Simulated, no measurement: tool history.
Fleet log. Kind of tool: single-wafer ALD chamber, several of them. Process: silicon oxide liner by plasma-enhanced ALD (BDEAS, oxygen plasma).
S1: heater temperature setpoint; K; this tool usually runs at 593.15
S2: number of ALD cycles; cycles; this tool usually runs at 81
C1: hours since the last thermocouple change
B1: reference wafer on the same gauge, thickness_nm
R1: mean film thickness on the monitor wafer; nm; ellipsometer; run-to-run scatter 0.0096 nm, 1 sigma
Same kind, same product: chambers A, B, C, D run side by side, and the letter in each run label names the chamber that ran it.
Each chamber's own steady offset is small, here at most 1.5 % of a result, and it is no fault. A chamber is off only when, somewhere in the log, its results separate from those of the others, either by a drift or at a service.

run,hour,S1,S2,C1,B1,R1
1C,6.2,593.15,81,490.8,5.9223,7.2492
2B,13.4,593.15,81,1268.7,5.9189,7.3109
3A,19.4,593.15,81,1218.7,5.9179,7.3370
4D,29.4,593.15,81,583.3,5.9164,7.3314
5C,42.1,593.15,81,526.7,5.9176,7.2551
6B,50.3,599.15,81,1305.6,5.9164,7.2516
7A,56.0,599.15,81,1255.3,5.9153,7.2610
8D,63.2,599.15,81,617.1,5.9130,7.2569
9D,73.4,599.15,81,627.3,5.9121,7.2687
10A,79.4,593.15,96,1278.7,5.9128,8.6617
11B,91.0,593.15,96,1346.3,5.9095,8.6603
12C,98.4,593.15,96,583.0,5.9128,8.5843
13D,108.0,593.15,96,661.9,5.9094,8.6869
14C,114.7,593.15,81,599.3,5.9092,7.2436
15A,123.8,582.15,81,1323.1,5.9093,7.4416
16B,132.6,582.15,81,1387.9,5.9051,7.4347
17A,141.4,582.15,81,1340.7,5.9060,7.4296
18C,147.1,582.15,81,631.7,5.9060,7.3441
19D,153.5,587.15,69,707.4,5.9057,6.3053
20B,160.7,587.15,69,1416.0,5.9067,6.2653
21C,169.4,587.15,69,654.0,5.9027,6.2209
22D,181.8,587.15,69,735.7,5.9025,6.2916
23B,190.3,604.15,81,1445.6,5.9009,7.1836
24A,198.1,604.15,81,1397.4,5.9016,7.2044
25B,207.8,604.15,81,1463.1,5.9011,7.1751
# hour 215.9: chamber A: thermocouple changed; heater temperature recalibrated
26A,216.4,604.15,81,0.5,5.8973,7.1980
27D,228.5,593.15,81,782.4,5.8977,7.3112
28C,234.4,593.15,81,719.0,5.8962,7.2202
29C,245.7,593.15,81,730.3,5.8962,7.2325
30D,257.5,593.15,81,811.4,5.8960,7.2914
31B,268.2,593.15,81,1523.5,5.8913,7.3015
32A,276.4,593.15,81,60.5,5.8940,7.3137
33A,287.8,593.15,81,71.9,5.8922,7.2932
34D,293.3,593.15,81,847.2,5.8903,7.2949
35B,303.3,593.15,96,1558.6,5.8917,8.6420
36C,312.2,593.15,96,796.8,5.8921,8.5483
37D,320.8,593.15,96,874.7,5.8907,8.6512

For the next run the whole fleet of 4 chambers uses the same settings. Give each chamber's results:
38A,330.0,593.15,81,,,?
38B,330.0,593.15,81,,,?
38C,330.0,593.15,81,,,?
38D,330.0,593.15,81,,,?

run,R1
38A,7.2979
38B,7.2690
38C,7.2154
38D,7.2956
